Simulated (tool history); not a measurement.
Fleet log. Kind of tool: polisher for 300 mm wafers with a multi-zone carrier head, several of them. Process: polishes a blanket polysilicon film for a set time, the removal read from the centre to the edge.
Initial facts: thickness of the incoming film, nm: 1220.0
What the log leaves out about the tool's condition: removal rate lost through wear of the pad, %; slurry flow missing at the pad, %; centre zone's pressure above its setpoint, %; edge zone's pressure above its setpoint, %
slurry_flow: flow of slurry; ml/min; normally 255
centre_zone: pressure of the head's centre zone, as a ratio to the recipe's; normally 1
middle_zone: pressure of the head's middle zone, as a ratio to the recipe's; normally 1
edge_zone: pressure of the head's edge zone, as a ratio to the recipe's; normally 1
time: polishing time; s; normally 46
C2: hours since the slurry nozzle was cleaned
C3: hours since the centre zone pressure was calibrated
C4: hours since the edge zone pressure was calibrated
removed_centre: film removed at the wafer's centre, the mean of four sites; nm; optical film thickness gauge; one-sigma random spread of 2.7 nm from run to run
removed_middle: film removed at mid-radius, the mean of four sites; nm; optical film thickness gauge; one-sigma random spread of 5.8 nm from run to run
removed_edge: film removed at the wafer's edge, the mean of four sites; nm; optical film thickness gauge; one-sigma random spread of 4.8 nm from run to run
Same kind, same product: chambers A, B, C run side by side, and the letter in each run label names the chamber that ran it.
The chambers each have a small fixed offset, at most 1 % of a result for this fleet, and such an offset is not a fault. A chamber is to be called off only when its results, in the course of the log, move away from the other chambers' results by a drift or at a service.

run 1B hour=11.7 | slurry_flow=255 centre_zone=1 middle_zone=1 edge_zone=1 time=46 | wafers_polished_on_this_pad=825 C2=329.6 C3=1064.2 C4=1044.1 | removed_centre=448.44 removed_middle=446.19 removed_edge=447.03
-- hour=20.2 chamber B: worn pad replaced by a new one
run 2C hour=21.2 | slurry_flow=255 centre_zone=1 middle_zone=1 edge_zone=1 time=46 | wafers_polished_on_this_pad=1220 C2=697.1 C3=520 C4=163.8 | removed_centre=444.11 removed_middle=441.62 removed_edge=447.94
-- hour=21.5 chamber C: worn pad replaced by a new one
run 3A hour=27.6 | slurry_flow=255 centre_zone=1 middle_zone=1 edge_zone=1 time=46 | wafers_polished_on_this_pad=640 C2=93.6 C3=346.1 C4=380.8 | removed_centre=444.13 removed_middle=448.1 removed_edge=443.51
-- hour=34.6 chamber A: centre zone pressure recalibrated
-- hour=35 chamber A: worn pad replaced by a new one
run 4A hour=38.4 | slurry_flow=255 centre_zone=1 middle_zone=1 edge_zone=1 time=46 | wafers_polished_on_this_pad=59 C2=104.4 C3=3.8 C4=391.6 | removed_centre=448.54 removed_middle=452.95 removed_edge=451.17
run 5B hour=44 | slurry_flow=295 centre_zone=1.05 middle_zone=1 edge_zone=1 time=46 | wafers_polished_on_this_pad=415 C2=361.9 C3=1096.5 C4=1076.4 | removed_centre=473.73 removed_middle=437.94 removed_edge=452.87
run 6C hour=55 | slurry_flow=295 centre_zone=1.05 middle_zone=1 edge_zone=1 time=46 | wafers_polished_on_this_pad=583 C2=730.9 C3=553.8 C4=197.6 | removed_centre=476.82 removed_middle=446.17 removed_edge=445.49
run 7B hour=66.4 | slurry_flow=295 centre_zone=1.05 middle_zone=1 edge_zone=1 time=46 | wafers_polished_on_this_pad=805 C2=384.3 C3=1118.9 C4=1098.8 | removed_centre=476.74 removed_middle=463.95 removed_edge=450.31
-- hour=74.3 chamber B: centre zone pressure recalibrated
run 8C hour=75 | slurry_flow=255 centre_zone=1 middle_zone=1 edge_zone=1 time=46 | wafers_polished_on_this_pad=931 C2=750.9 C3=573.8 C4=217.6 | removed_centre=446.79 removed_middle=457.23 removed_edge=438.49
-- hour=80.8 chamber C: worn pad replaced by a new one
run 9A hour=81 | slurry_flow=255 centre_zone=1 middle_zone=1 edge_zone=1 time=46 | wafers_polished_on_this_pad=801 C2=147 C3=46.4 C4=434.2 | removed_centre=447.3 removed_middle=449.65 removed_edge=441.32
-- hour=87.1 chamber A: worn pad replaced by a new one
-- hour=87.9 chamber B: worn pad replaced by a new one
run 10C hour=90.5 | slurry_flow=255 centre_zone=1 middle_zone=1 edge_zone=1 time=46 | wafers_polished_on_this_pad=168 C2=766.4 C3=589.3 C4=233.1 | removed_centre=444.51 removed_middle=449.36 removed_edge=439.91
run 11B hour=100 | slurry_flow=255 centre_zone=0.96 middle_zone=1.08 edge_zone=1 time=46 | wafers_polished_on_this_pad=210 C2=417.9 C3=25.8 C4=1132.4 | removed_centre=423.89 removed_middle=475.99 removed_edge=445.46
run 12A hour=105.9 | slurry_flow=255 centre_zone=0.96 middle_zone=1.08 edge_zone=1 time=46 | wafers_polished_on_this_pad=327 C2=171.9 C3=71.3 C4=459.1 | removed_centre=430.78 removed_middle=480.85 removed_edge=444.78
run 13C hour=114.6 | slurry_flow=255 centre_zone=0.96 middle_zone=1.08 edge_zone=1 time=46 | wafers_polished_on_this_pad=588 C2=790.5 C3=613.4 C4=257.2 | removed_centre=423.98 removed_middle=478.8 removed_edge=442.67
run 14B hour=126.2 | slurry_flow=255 centre_zone=1 middle_zone=1 edge_zone=1 time=46 | wafers_polished_on_this_pad=667 C2=444.1 C3=52 C4=1158.6 | removed_centre=443.57 removed_middle=448.41 removed_edge=448.67
run 15A hour=132.4 | slurry_flow=255 centre_zone=1 middle_zone=1 edge_zone=1 time=46 | wafers_polished_on_this_pad=788 C2=198.4 C3=97.8 C4=485.6 | removed_centre=447.63 removed_middle=447.07 removed_edge=442.62
-- hour=132.8 chamber A: worn pad replaced by a new one
-- hour=135.1 chamber C: centre zone pressure recalibrated
run 16A hour=138.8 | slurry_flow=255 centre_zone=1 middle_zone=1 edge_zone=1 time=46 | wafers_polished_on_this_pad=105 C2=204.8 C3=104.2 C4=492 | removed_centre=448.51 removed_middle=450.76 removed_edge=449.08
-- hour=138.9 chamber C: slurry nozzle cleaned
-- hour=144.3 chamber B: edge zone pressure recalibrated
-- hour=148.8 chamber B: worn pad replaced by a new one
run 17B hour=149.8 | slurry_flow=255 centre_zone=1 middle_zone=1 edge_zone=1 time=46 | wafers_polished_on_this_pad=18 C2=467.7 C3=75.6 C4=5.5 | removed_centre=448.89 removed_middle=445.59 removed_edge=458.09
-- hour=150.5 chamber C: worn pad replaced by a new one
run 18C hour=155.3 | slurry_flow=255 centre_zone=1 middle_zone=1 edge_zone=1 time=46 | wafers_polished_on_this_pad=85 C2=16.5 C3=20.2 C4=297.9 | removed_centre=478.92 removed_middle=452.23 removed_edge=447.74
run 19C hour=161.1 | slurry_flow=185 centre_zone=1 middle_zone=1 edge_zone=1.08 time=46 | wafers_polished_on_this_pad=186 C2=22.3 C3=26 C4=303.7 | removed_centre=453.74 removed_middle=429.83 removed_edge=464.19
run 20A hour=166.5 | slurry_flow=185 centre_zone=1 middle_zone=1 edge_zone=1.08 time=46 | wafers_polished_on_this_pad=588 C2=232.5 C3=131.9 C4=519.7 | removed_centre=426.89 removed_middle=430.5 removed_edge=439.98
-- hour=166.7 chamber A: edge zone pressure recalibrated
run 21B hour=176.4 | slurry_flow=185 centre_zone=1 middle_zone=1 edge_zone=1.08 time=46 | wafers_polished_on_this_pad=481 C2=494.3 C3=102.2 C4=32.1 | removed_centre=421.99 removed_middle=416.44 removed_edge=453.52
-- hour=176.8 chamber A: worn pad replaced by a new one
run 22B hour=186 | slurry_flow=255 centre_zone=1 middle_zone=1 edge_zone=1 time=46 | wafers_polished_on_this_pad=648 C2=503.9 C3=111.8 C4=41.7 | removed_centre=447.08 removed_middle=448.71 removed_edge=444.2
run 23C hour=193.9 | slurry_flow=255 centre_zone=1 middle_zone=1 edge_zone=1 time=46 | wafers_polished_on_this_pad=757 C2=55.1 C3=58.8 C4=336.5 | removed_centre=480.96 removed_middle=450.38 removed_edge=438.05
run 24A hour=199.9 | slurry_flow=255 centre_zone=1 middle_zone=1 edge_zone=1 time=46 | wafers_polished_on_this_pad=402 C2=265.9 C3=165.3 C4=33.3 | removed_centre=444.21 removed_middle=434.75 removed_edge=446.42
-- hour=202.6 chamber B: worn pad replaced by a new one
run 25A hour=211 | slurry_flow=255 centre_zone=1.07 middle_zone=1 edge_zone=1 time=46 | wafers_polished_on_this_pad=595 C2=277 C3=176.4 C4=44.4 | removed_centre=481.61 removed_middle=455.64 removed_edge=455.97
-- hour=214.6 chamber C: worn pad replaced by a new one
run 26C hour=218 | slurry_flow=255 centre_zone=1.07 middle_zone=1 edge_zone=1 time=46 | wafers_polished_on_this_pad=60 C2=79.2 C3=82.9 C4=360.6 | removed_centre=513.09 removed_middle=436.41 removed_edge=447.74
-- hour=222 chamber A: worn pad replaced by a new one
run 27B hour=227.2 | slurry_flow=255 centre_zone=1.07 middle_zone=1 edge_zone=1 time=46 | wafers_polished_on_this_pad=429 C2=545.1 C3=153 C4=82.9 | removed_centre=476.14 removed_middle=445.44 removed_edge=440.77
run 28C hour=233.2 | slurry_flow=255 centre_zone=1 middle_zone=1 edge_zone=1 time=46 | wafers_polished_on_this_pad=325 C2=94.4 C3=98.1 C4=375.8 | removed_centre=477.24 removed_middle=442.88 removed_edge=446.43
run 29A hour=240.4 | slurry_flow=255 centre_zone=1 middle_zone=1 edge_zone=1.07 time=46 | wafers_polished_on_this_pad=321 C2=306.4 C3=205.8 C4=73.8 | removed_centre=444.79 removed_middle=455.47 removed_edge=468.54
run 30B hour=250.6 | slurry_flow=255 centre_zone=1 middle_zone=1 edge_zone=1.07 time=46 | wafers_polished_on_this_pad=837 C2=568.5 C3=176.4 C4=106.3 | removed_centre=443.11 removed_middle=443.19 removed_edge=456.49

For the next run the whole fleet of 3 chambers uses the same settings. Give each chamber's results:
run 31A hour=259.5 | slurry_flow=255 centre_zone=1 middle_zone=1 edge_zone=1 time=46 | removed_centre=? removed_middle=? removed_edge=?
run 31B hour=259.5 | slurry_flow=255 centre_zone=1 middle_zone=1 edge_zone=1 time=46 | removed_centre=? removed_middle=? removed_edge=?
run 31C hour=259.5 | slurry_flow=255 centre_zone=1 middle_zone=1 edge_zone=1 time=46 | removed_centre=? removed_middle=? removed_edge=?

run=31A removed_centre=447 removed_middle=442.64 removed_edge=450.93
run=31B removed_centre=444.91 removed_middle=442.08 removed_edge=445.56
run=31C removed_centre=477.59 removed_middle=452.52 removed_edge=449.51
